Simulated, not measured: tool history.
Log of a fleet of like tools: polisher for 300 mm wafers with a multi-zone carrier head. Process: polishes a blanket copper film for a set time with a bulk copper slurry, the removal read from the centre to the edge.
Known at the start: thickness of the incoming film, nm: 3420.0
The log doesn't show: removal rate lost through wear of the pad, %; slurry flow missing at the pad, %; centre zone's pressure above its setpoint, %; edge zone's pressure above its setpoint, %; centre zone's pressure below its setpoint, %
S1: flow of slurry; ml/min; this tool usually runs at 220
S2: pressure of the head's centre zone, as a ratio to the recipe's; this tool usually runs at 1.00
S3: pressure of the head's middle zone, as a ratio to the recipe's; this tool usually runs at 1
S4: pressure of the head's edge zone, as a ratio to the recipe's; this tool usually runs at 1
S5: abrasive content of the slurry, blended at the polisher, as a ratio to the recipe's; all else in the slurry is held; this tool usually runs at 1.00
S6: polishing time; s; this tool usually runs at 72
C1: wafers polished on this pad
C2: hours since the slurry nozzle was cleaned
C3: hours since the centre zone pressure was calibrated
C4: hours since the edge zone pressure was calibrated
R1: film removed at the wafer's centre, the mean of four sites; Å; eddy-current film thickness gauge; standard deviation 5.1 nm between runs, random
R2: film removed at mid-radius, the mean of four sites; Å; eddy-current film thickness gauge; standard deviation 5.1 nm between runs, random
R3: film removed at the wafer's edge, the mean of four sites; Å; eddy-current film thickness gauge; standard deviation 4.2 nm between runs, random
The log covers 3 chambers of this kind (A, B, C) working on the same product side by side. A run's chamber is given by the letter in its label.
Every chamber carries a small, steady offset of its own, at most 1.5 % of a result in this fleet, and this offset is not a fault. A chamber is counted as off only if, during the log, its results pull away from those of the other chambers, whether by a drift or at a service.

run   hour   S1    S2  S3  S4    S5  S6    C1     C2     C3     C4      R1      R2      R3
 1A    4.3  220  1.00   1   1  1.00  72   326  149.3  191.6   11.6  5358.2  5390.9  5420.8
 2B    8.5  220  1.00   1   1  1.00  72   617  578.4  613.4  467.0  5474.5  5372.3  5381.2
 3C   12.7  220  1.00   1   1  1.00  72   647   88.0  511.8  252.0  5311.1  5364.6  5279.8
 4A   16.9  220  1.00   1   1  1.00  72   408  161.9  204.2   24.2  5419.6  5346.8  5474.8
 5B   22.7  220  1.00   1   1  1.00  72   710  592.6  627.6  481.2  5429.0  5357.7  5416.9
 6C   25.6  220  1.00   1   1  1.00  72   732  100.9  524.7  264.9  5361.4  5401.0  5371.6
 7B   31.6  220  1.00   1   1  1.00  72   768  601.5  636.5  490.1  5295.5  5245.9  5412.8
 8A   37.6  220  1.00   1   1  1.00  72   544  182.6  224.9   44.9  5460.5  5418.8  5414.8
 9C   41.3  220  1.00   1   1  1.00  72   835  116.6  540.4  280.6  5348.1  5390.1  5344.2
10C   45.9  220  1.00   1   1  1.00  72   865  121.2  545.0  285.2  5389.5  5350.8  5316.8
11A   50.1  160  1.05   1   1  1.00  72   626  195.1  237.4   57.4  5398.3  5164.4  5180.1
12B   53.5  160  1.05   1   1  1.00  72   912  623.4  658.4  512.0  5245.7  5026.7  5122.1
13A   57.5  160  1.05   1   1  1.00  72   674  202.5  244.8   64.8  5402.2  5175.3  5280.1
      58.9  -- chamber C: worn pad replaced by a new one
14B   62.9  220  1.00   1   1  1.20  86   973  632.8  667.8  521.4  6452.9  6534.4  6585.1
15C   66.3  220  1.00   1   1  1.20  86    48  141.6  565.4  305.6  6651.3  6765.3  6650.6
16A   72.1  220  1.00   1   1  1.20  86   770  217.1  259.4   79.4  6627.5  6648.4  6770.7
17C   75.4  220  1.00   1   1  1.00  72   108  150.7  574.5  314.7  5368.6  5488.5  5309.2
18B   78.6  220  1.00   1   1  1.00  72  1076  648.5  683.5  537.1  5201.7  5188.3  5239.6
19A   82.2  220  1.00   1   1  1.00  72   836  227.2  269.5   89.5  5419.3  5380.4  5500.2
20B   86.1  220  1.00   1   1  1.00  72  1125  656.0  691.0  544.6  5215.7  5236.7  5226.6
21C   92.2  250  1.00   1   1  1.00  72   218  167.5  591.3  331.5  5459.7  5393.0  5276.4
      95.0  -- chamber A: worn pad replaced by a new one
22C   97.3  250  1.00   1   1  1.00  72   251  172.6  596.4  336.6  5445.5  5486.5  5312.3
23A  102.1  250  1.00   1   1  1.00  72    46  247.1  289.4  109.4  5480.8  5342.1  5505.7
24B  106.6  220  1.00   1   1  1.00  72  1260  676.5  711.5  565.1  4992.6  5126.1  5132.7
25B  111.1  220  1.00   1   1  1.00  72  1289  681.0  716.0  569.6  5101.6  5006.5  5141.5
26A  116.3  220  1.00   1   1  1.00  72   139  261.3  303.6  123.6  5356.7  5471.9  5429.5
27C  119.6  220  1.00   1   1  1.15  59   397  194.9  618.7  358.9  4563.9  4515.9  4507.3

Each of the 3 chambers runs these same settings next. Fill in every chamber's results:
28A  124.0  220  1.00   1   1  1.00  72                   ?   ?   ?
28B  124.0  220  1.00   1   1  1.00  72                   ?   ?   ?
28C  124.0  220  1.00   1   1  1.00  72                   ?   ?   ?

run      R1      R2      R3
28A  5410.3  5387.5  5477.7
28B  4975.3  5094.9  5093.5
28C  5372.0  5399.6  5297.9
